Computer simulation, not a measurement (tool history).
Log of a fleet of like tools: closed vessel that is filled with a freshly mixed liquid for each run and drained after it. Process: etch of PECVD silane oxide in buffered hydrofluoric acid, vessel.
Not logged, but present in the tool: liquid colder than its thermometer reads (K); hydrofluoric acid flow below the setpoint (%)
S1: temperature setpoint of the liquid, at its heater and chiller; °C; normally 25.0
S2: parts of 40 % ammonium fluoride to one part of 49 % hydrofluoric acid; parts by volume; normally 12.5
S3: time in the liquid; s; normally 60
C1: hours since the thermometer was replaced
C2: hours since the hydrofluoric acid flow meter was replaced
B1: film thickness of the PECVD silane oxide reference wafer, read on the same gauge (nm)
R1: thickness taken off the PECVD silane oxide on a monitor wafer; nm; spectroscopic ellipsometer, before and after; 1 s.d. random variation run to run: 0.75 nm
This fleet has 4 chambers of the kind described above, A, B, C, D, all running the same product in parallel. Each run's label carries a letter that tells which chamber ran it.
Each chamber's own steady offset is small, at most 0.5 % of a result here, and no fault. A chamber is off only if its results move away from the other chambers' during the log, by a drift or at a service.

run 1D hour=11.8 | S1=25.0 S2=12.5 S3=60 | C1=1710.0 C2=45.7 | B1=130.00 | R1=159.100
run 2B hour=18.9 | S1=25.0 S2=12.5 S3=60 | C1=759.7 C2=866.6 | B1=130.01 | R1=159.650
run 3C hour=30.1 | S1=25.0 S2=12.5 S3=60 | C1=334.6 C2=901.7 | B1=130.01 | R1=160.380
run 4A hour=36.0 | S1=25.0 S2=12.5 S3=60 | C1=78.4 C2=662.1 | B1=130.02 | R1=159.060
run 5C hour=42.7 | S1=25.0 S2=12.5 S3=60 | C1=347.2 C2=914.3 | B1=129.99 | R1=159.420
run 6B hour=48.9 | S1=25.0 S2=12.5 S3=60 | C1=789.7 C2=896.6 | B1=129.99 | R1=159.130
run 7D hour=57.5 | S1=25.0 S2=15.0 S3=60 | C1=1755.7 C2=91.4 | B1=129.95 | R1=134.480
run 8A hour=64.8 | S1=25.0 S2=15.0 S3=60 | C1=107.2 C2=690.9 | B1=130.05 | R1=132.890
run 9B hour=75.4 | S1=25.0 S2=15.0 S3=60 | C1=816.2 C2=923.1 | B1=130.02 | R1=133.650
run 10A hour=82.8 | S1=25.0 S2=15.0 S3=60 | C1=125.2 C2=708.9 | B1=130.01 | R1=133.650
run 11C hour=92.3 | S1=25.0 S2=12.5 S3=60 | C1=396.8 C2=963.9 | B1=130.04 | R1=159.670
run 12D hour=98.2 | S1=25.0 S2=12.5 S3=60 | C1=1796.4 C2=132.1 | B1=130.03 | R1=160.980
run 13C hour=104.6 | S1=25.0 S2=12.5 S3=60 | C1=409.1 C2=976.2 | B1=130.00 | R1=161.640
run 14A hour=114.1 | S1=25.0 S2=12.5 S3=60 | C1=156.5 C2=740.2 | B1=130.01 | R1=160.600
run 15D hour=121.0 | S1=25.0 S2=12.5 S3=85 | C1=1819.2 C2=154.9 | B1=130.02 | R1=225.890
run 16B hour=128.6 | S1=25.0 S2=12.5 S3=85 | C1=869.4 C2=976.3 | B1=130.01 | R1=226.350
run 17D hour=140.3 | S1=25.0 S2=12.5 S3=85 | C1=1838.5 C2=174.2 | B1=129.98 | R1=227.480
run 18C hour=147.6 | S1=25.0 S2=12.5 S3=85 | C1=452.1 C2=1019.2 | B1=130.01 | R1=226.300
run 19A hour=153.3 | S1=25.0 S2=12.5 S3=60 | C1=195.7 C2=779.4 | B1=129.99 | R1=160.410
run 20B hour=163.4 | S1=25.0 S2=12.5 S3=60 | C1=904.2 C2=1011.1 | B1=130.03 | R1=159.350
run 21B hour=171.1 | S1=25.0 S2=12.5 S3=60 | C1=911.9 C2=1018.8 | B1=129.98 | R1=157.820
run 22C hour=178.5 | S1=25.0 S2=12.5 S3=60 | C1=483.0 C2=1050.1 | B1=129.99 | R1=160.190
run 23A hour=184.6 | S1=25.0 S2=12.5 S3=60 | C1=227.0 C2=810.7 | B1=129.95 | R1=158.860
run 24D hour=190.7 | S1=25.0 S2=12.5 S3=35 | C1=1888.9 C2=224.6 | B1=130.00 | R1=93.613
run 25B hour=199.2 | S1=25.0 S2=12.5 S3=35 | C1=940.0 C2=1046.9 | B1=130.04 | R1=92.375
run 26A hour=205.5 | S1=25.0 S2=12.5 S3=35 | C1=247.9 C2=831.6 | B1=129.99 | R1=92.687
run 27D hour=213.7 | S1=25.0 S2=12.5 S3=35 | C1=1911.9 C2=247.6 | B1=130.02 | R1=93.086
run 28C hour=223.1 | S1=25.0 S2=12.5 S3=60 | C1=527.6 C2=1094.7 | B1=129.96 | R1=159.550
run 29D hour=232.0 | S1=25.0 S2=12.5 S3=60 | C1=1930.2 C2=265.9 | B1=129.98 | R1=159.110
run 30A hour=240.8 | S1=25.0 S2=12.5 S3=60 | C1=283.2 C2=866.9 | B1=130.02 | R1=159.930
run 31B hour=249.9 | S1=25.0 S2=12.5 S3=60 | C1=990.7 C2=1097.6 | B1=130.02 | R1=158.680
run 32C hour=258.2 | S1=25.0 S2=12.5 S3=60 | C1=562.7 C2=1129.8 | B1=129.98 | R1=160.380
run 33A hour=269.9 | S1=25.0 S2=12.5 S3=60 | C1=312.3 C2=896.0 | B1=130.01 | R1=159.410
run 34D hour=277.0 | S1=22.5 S2=12.5 S3=60 | C1=1975.2 C2=310.9 | B1=130.02 | R1=139.940
run 35C hour=285.0 | S1=22.5 S2=12.5 S3=60 | C1=589.5 C2=1156.6 | B1=129.98 | R1=140.600
run 36B hour=292.9 | S1=22.5 S2=12.5 S3=60 | C1=1033.7 C2=1140.6 | B1=130.01 | R1=136.490
run 37A hour=300.3 | S1=22.5 S2=12.5 S3=60 | C1=342.7 C2=926.4 | B1=129.99 | R1=139.710
run 38D hour=311.1 | S1=25.0 S2=12.5 S3=80 | C1=2009.3 C2=345.0 | B1=130.00 | R1=215.100
run 39C hour=320.1 | S1=25.0 S2=12.5 S3=80 | C1=624.6 C2=1191.7 | B1=130.03 | R1=214.280
run 40B hour=330.5 | S1=25.0 S2=12.5 S3=80 | C1=1071.3 C2=1178.2 | B1=130.00 | R1=207.850
run 41D hour=340.1 | S1=25.0 S2=12.5 S3=80 | C1=2038.3 C2=374.0 | B1=129.99 | R1=213.450
run 42C hour=351.1 | S1=25.0 S2=12.5 S3=60 | C1=655.6 C2=1222.7 | B1=129.99 | R1=160.170

For the next run the whole fleet of 4 chambers uses the same settings. Give each chamber's results:
run 43A hour=359.8 | S1=25.0 S2=12.5 S3=60 | R1=?
run 43B hour=359.8 | S1=25.0 S2=12.5 S3=60 | R1=?
run 43C hour=359.8 | S1=25.0 S2=12.5 S3=60 | R1=?
run 43D hour=359.8 | S1=25.0 S2=12.5 S3=60 | R1=?

run=43A R1=159.980
run=43B R1=156.620
run=43C R1=159.980
run=43D R1=158.050
